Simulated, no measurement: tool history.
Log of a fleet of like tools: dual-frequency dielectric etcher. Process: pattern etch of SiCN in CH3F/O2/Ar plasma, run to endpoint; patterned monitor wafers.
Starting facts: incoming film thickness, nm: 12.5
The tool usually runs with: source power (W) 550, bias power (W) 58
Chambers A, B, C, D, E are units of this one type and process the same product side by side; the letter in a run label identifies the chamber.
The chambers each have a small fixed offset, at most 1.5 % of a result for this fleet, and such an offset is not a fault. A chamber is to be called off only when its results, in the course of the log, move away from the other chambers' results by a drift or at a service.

{"run": "1C", "hour": 13.8, "source power (W)": 550, "bias power (W)": 58, "endpoint time (s)": 32.226}
{"run": "2B", "hour": 24.9, "source power (W)": 550, "bias power (W)": 58, "endpoint time (s)": 31.603}
{"run": "3E", "hour": 38.8, "source power (W)": 550, "bias power (W)": 58, "endpoint time (s)": 31.998}
{"run": "4A", "hour": 54.7, "source power (W)": 550, "bias power (W)": 58, "endpoint time (s)": 31.408}
{"run": "5D", "hour": 68.7, "source power (W)": 550, "bias power (W)": 58, "endpoint time (s)": 31.898}
{"hour": 71.0, "done": "chamber D: wet clean of the chamber"}
{"run": "6E", "hour": 83.8, "source power (W)": 500, "bias power (W)": 45, "endpoint time (s)": 35.885}
{"run": "7C", "hour": 91.1, "source power (W)": 500, "bias power (W)": 45, "endpoint time (s)": 36.268}
{"run": "8D", "hour": 100.0, "source power (W)": 500, "bias power (W)": 45, "endpoint time (s)": 35.731}
{"run": "9A", "hour": 113.2, "source power (W)": 500, "bias power (W)": 45, "endpoint time (s)": 35.139}
{"run": "10B", "hour": 123.5, "source power (W)": 500, "bias power (W)": 45, "endpoint time (s)": 35.019}
{"run": "11C", "hour": 131.0, "source power (W)": 550, "bias power (W)": 58, "endpoint time (s)": 32.137}
{"hour": 139.6, "done": "chamber C: wet clean of the chamber"}
{"run": "12A", "hour": 143.7, "source power (W)": 550, "bias power (W)": 58, "endpoint time (s)": 31.625}
{"run": "13E", "hour": 155.5, "source power (W)": 550, "bias power (W)": 58, "endpoint time (s)": 31.638}
{"run": "14D", "hour": 162.6, "source power (W)": 550, "bias power (W)": 58, "endpoint time (s)": 31.859}
{"run": "15B", "hour": 177.7, "source power (W)": 620, "bias power (W)": 58, "endpoint time (s)": 30.142}
{"hour": 179.8, "done": "chamber A: wet clean of the chamber"}
{"run": "16C", "hour": 188.0, "source power (W)": 620, "bias power (W)": 58, "endpoint time (s)": 30.841}
{"run": "17D", "hour": 200.2, "source power (W)": 620, "bias power (W)": 58, "endpoint time (s)": 30.213}
{"run": "18A", "hour": 208.6, "source power (W)": 620, "bias power (W)": 58, "endpoint time (s)": 30.077}
{"run": "19E", "hour": 223.3, "source power (W)": 620, "bias power (W)": 58, "endpoint time (s)": 30.068}
{"run": "20B", "hour": 231.6, "source power (W)": 550, "bias power (W)": 58, "endpoint time (s)": 31.308}
{"hour": 243.4, "done": "chamber A: bias power generator calibrated"}
{"run": "21D", "hour": 245.5, "source power (W)": 550, "bias power (W)": 58, "endpoint time (s)": 31.303}
{"run": "22B", "hour": 254.0, "source power (W)": 550, "bias power (W)": 58, "endpoint time (s)": 31.496}
{"run": "23A", "hour": 266.5, "source power (W)": 550, "bias power (W)": 58, "endpoint time (s)": 31.333}
{"run": "24E", "hour": 282.2, "source power (W)": 550, "bias power (W)": 58, "endpoint time (s)": 31.745}
{"run": "25C", "hour": 289.7, "source power (W)": 550, "bias power (W)": 58, "endpoint time (s)": 32.035}
{"run": "26C", "hour": 298.4, "source power (W)": 550, "bias power (W)": 58, "endpoint time (s)": 32.167}
{"run": "27B", "hour": 311.1, "source power (W)": 550, "bias power (W)": 58, "endpoint time (s)": 31.556}
{"run": "28D", "hour": 326.5, "source power (W)": 550, "bias power (W)": 58, "endpoint time (s)": 31.977}
{"run": "29A", "hour": 334.7, "source power (W)": 550, "bias power (W)": 58, "endpoint time (s)": 31.737}
{"run": "30E", "hour": 346.1, "source power (W)": 550, "bias power (W)": 58, "endpoint time (s)": 31.62}
{"run": "31C", "hour": 357.4, "source power (W)": 550, "bias power (W)": 58, "endpoint time (s)": 32.037}
{"run": "32A", "hour": 372.7, "source power (W)": 550, "bias power (W)": 58, "endpoint time (s)": 31.631}
{"run": "33B", "hour": 383.9, "source power (W)": 550, "bias power (W)": 58, "endpoint time (s)": 31.547}
{"run": "34D", "hour": 399.8, "source power (W)": 550, "bias power (W)": 58, "endpoint time (s)": 31.925}
{"run": "35E", "hour": 415.2, "source power (W)": 550, "bias power (W)": 58, "endpoint time (s)": 31.68}
{"run": "36C", "hour": 428.0, "source power (W)": 550, "bias power (W)": 58, "endpoint time (s)": 32.22}

Each of the 5 chambers runs these same settings next. Fill in every chamber's results:
{"run": "37A", "hour": 439.6, "source power (W)": 550, "bias power (W)": 58, "endpoint time (s)": "?"}
{"run": "37B", "hour": 439.6, "source power (W)": 550, "bias power (W)": 58, "endpoint time (s)": "?"}
{"run": "37C", "hour": 439.6, "source power (W)": 550, "bias power (W)": 58, "endpoint time (s)": "?"}
{"run": "37D", "hour": 439.6, "source power (W)": 550, "bias power (W)": 58, "endpoint time (s)": "?"}
{"run": "37E", "hour": 439.6, "source power (W)": 550, "bias power (W)": 58, "endpoint time (s)": "?"}

run=37A endpoint_time_(s)=31.233
run=37B endpoint_time_(s)=31.400
run=37C endpoint_time_(s)=31.973
run=37D endpoint_time_(s)=31.681
run=37E endpoint_time_(s)=31.214
